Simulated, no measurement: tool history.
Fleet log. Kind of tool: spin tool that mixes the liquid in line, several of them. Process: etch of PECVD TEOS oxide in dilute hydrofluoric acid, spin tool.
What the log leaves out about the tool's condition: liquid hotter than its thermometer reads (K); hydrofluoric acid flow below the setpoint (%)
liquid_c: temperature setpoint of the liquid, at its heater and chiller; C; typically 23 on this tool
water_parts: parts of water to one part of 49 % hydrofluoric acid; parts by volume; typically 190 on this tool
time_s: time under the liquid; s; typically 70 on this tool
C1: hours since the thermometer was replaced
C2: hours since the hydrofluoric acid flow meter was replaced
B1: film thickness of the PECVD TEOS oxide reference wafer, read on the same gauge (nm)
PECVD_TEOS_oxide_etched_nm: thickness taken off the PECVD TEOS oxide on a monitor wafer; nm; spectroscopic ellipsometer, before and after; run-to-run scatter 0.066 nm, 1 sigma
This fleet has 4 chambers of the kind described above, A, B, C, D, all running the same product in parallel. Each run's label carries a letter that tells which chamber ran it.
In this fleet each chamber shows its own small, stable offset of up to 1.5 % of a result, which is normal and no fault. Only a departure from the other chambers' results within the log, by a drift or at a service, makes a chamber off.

run 1A hour=7.5 | liquid_c=23 water_parts=190 time_s=70 | C1=492.7 C2=640.6 | B1=50.049 | PECVD_TEOS_oxide_etched_nm=9.0240
run 2C hour=14.2 | liquid_c=23 water_parts=190 time_s=70 | C1=1262.8 C2=433.1 | B1=50.021 | PECVD_TEOS_oxide_etched_nm=9.1559
run 3B hour=21.2 | liquid_c=23 water_parts=190 time_s=70 | C1=931.9 C2=331.1 | B1=49.980 | PECVD_TEOS_oxide_etched_nm=9.1932
run 4D hour=25.5 | liquid_c=23 water_parts=190 time_s=70 | C1=1081.3 C2=347.0 | B1=50.000 | PECVD_TEOS_oxide_etched_nm=9.0292
run 5C hour=32.0 | liquid_c=23 water_parts=190 time_s=70 | C1=1280.6 C2=450.9 | B1=49.982 | PECVD_TEOS_oxide_etched_nm=9.1422
run 6D hour=37.9 | liquid_c=23 water_parts=230 time_s=105 | C1=1093.7 C2=359.4 | B1=50.007 | PECVD_TEOS_oxide_etched_nm=10.9290
run 7A hour=42.8 | liquid_c=23 water_parts=230 time_s=105 | C1=528.0 C2=675.9 | B1=49.981 | PECVD_TEOS_oxide_etched_nm=10.9410
run 8B hour=47.4 | liquid_c=23 water_parts=230 time_s=105 | C1=958.1 C2=357.3 | B1=49.997 | PECVD_TEOS_oxide_etched_nm=10.7540
run 9C hour=54.3 | liquid_c=23 water_parts=230 time_s=105 | C1=1302.9 C2=473.2 | B1=49.977 | PECVD_TEOS_oxide_etched_nm=10.9270
run 10D hour=58.2 | liquid_c=23 water_parts=190 time_s=70 | C1=1114.0 C2=379.7 | B1=50.003 | PECVD_TEOS_oxide_etched_nm=9.1673
run 11A hour=64.6 | liquid_c=23 water_parts=190 time_s=70 | C1=549.8 C2=697.7 | B1=49.980 | PECVD_TEOS_oxide_etched_nm=9.0097
run 12B hour=69.6 | liquid_c=23 water_parts=190 time_s=70 | C1=980.3 C2=379.5 | B1=49.983 | PECVD_TEOS_oxide_etched_nm=9.0061
run 13C hour=76.7 | liquid_c=23 water_parts=100 time_s=45 | C1=1325.3 C2=495.6 | B1=49.970 | PECVD_TEOS_oxide_etched_nm=12.2520
run 14A hour=80.5 | liquid_c=23 water_parts=100 time_s=45 | C1=565.7 C2=713.6 | B1=50.005 | PECVD_TEOS_oxide_etched_nm=11.8940
run 15D hour=84.9 | liquid_c=23 water_parts=100 time_s=45 | C1=1140.7 C2=406.4 | B1=50.006 | PECVD_TEOS_oxide_etched_nm=12.4540
run 16B hour=89.8 | liquid_c=23 water_parts=100 time_s=45 | C1=1000.5 C2=399.7 | B1=49.998 | PECVD_TEOS_oxide_etched_nm=11.7840
run 17B hour=94.6 | liquid_c=27 water_parts=190 time_s=70 | C1=1005.3 C2=404.5 | B1=50.027 | PECVD_TEOS_oxide_etched_nm=10.2310
run 18C hour=98.9 | liquid_c=27 water_parts=190 time_s=70 | C1=1347.5 C2=517.8 | B1=49.991 | PECVD_TEOS_oxide_etched_nm=10.8050
run 19D hour=104.4 | liquid_c=27 water_parts=190 time_s=70 | C1=1160.2 C2=425.9 | B1=49.996 | PECVD_TEOS_oxide_etched_nm=10.6900
run 20A hour=108.9 | liquid_c=27 water_parts=190 time_s=70 | C1=594.1 C2=742.0 | B1=49.968 | PECVD_TEOS_oxide_etched_nm=10.5590
run 21C hour=112.6 | liquid_c=23 water_parts=190 time_s=70 | C1=1361.2 C2=531.5 | B1=50.007 | PECVD_TEOS_oxide_etched_nm=9.1046
run 22B hour=119.8 | liquid_c=25 water_parts=190 time_s=110 | C1=1030.5 C2=429.7 | B1=49.972 | PECVD_TEOS_oxide_etched_nm=14.8660
run 23A hour=126.6 | liquid_c=25 water_parts=190 time_s=110 | C1=611.8 C2=759.7 | B1=50.038 | PECVD_TEOS_oxide_etched_nm=15.2950
run 24D hour=132.2 | liquid_c=25 water_parts=190 time_s=110 | C1=1188.0 C2=453.7 | B1=50.013 | PECVD_TEOS_oxide_etched_nm=15.3570
run 25B hour=139.7 | liquid_c=25 water_parts=190 time_s=110 | C1=1050.4 C2=449.6 | B1=50.006 | PECVD_TEOS_oxide_etched_nm=14.7610

Read the log: is a single chamber off, either drifting away or since a service, is the gauge that measures every chamber drifting, or is nothing wrong beyond small per-chamber offsets? Name any odd chamber and what most likely caused it.

Little by little, chamber B moves away from the other chambers.
What lies behind it: hydrofluoric acid flow below the setpoint (%) = 4.9.
With only this log, it may be confused with: liquid colder than its thermometer reads (K).

Chamber B could run next with any of the 4 candidate recipes listed below; each alters the usual settings, and their results appear as question marks. Which one brings its results back in line with what the other chambers deliver on the usual settings?
Maximum distance from the other chambers' mean on the usual settings for a result to count as in line: PECVD_TEOS_oxide_etched_nm 0.2300 nm
run 26B-1 hour=145.1 | liquid_c=23.0 water_parts=180 time_s=75 | PECVD_TEOS_oxide_etched_nm=?
run 26B-2 hour=145.1 | liquid_c=23.0 water_parts=190 time_s=75 | PECVD_TEOS_oxide_etched_nm=?
run 26B-3 hour=145.1 | liquid_c=23.0 water_parts=200 time_s=65 | PECVD_TEOS_oxide_etched_nm=?
run 26B-4 hour=145.1 | liquid_c=21.5 water_parts=190 time_s=70 | PECVD_TEOS_oxide_etched_nm=?

The other chambers' mean on the usual settings: PECVD_TEOS_oxide_etched_nm 9.1524 nm
run=26B-1 PECVD_TEOS_oxide_etched_nm=9.8708
run=26B-2 PECVD_TEOS_oxide_etched_nm=9.2567
run=26B-3 PECVD_TEOS_oxide_etched_nm=7.5447
run=26B-4 PECVD_TEOS_oxide_etched_nm=8.1590
Change 26B-2 lands the chamber within the allowed miss of the other chambers.

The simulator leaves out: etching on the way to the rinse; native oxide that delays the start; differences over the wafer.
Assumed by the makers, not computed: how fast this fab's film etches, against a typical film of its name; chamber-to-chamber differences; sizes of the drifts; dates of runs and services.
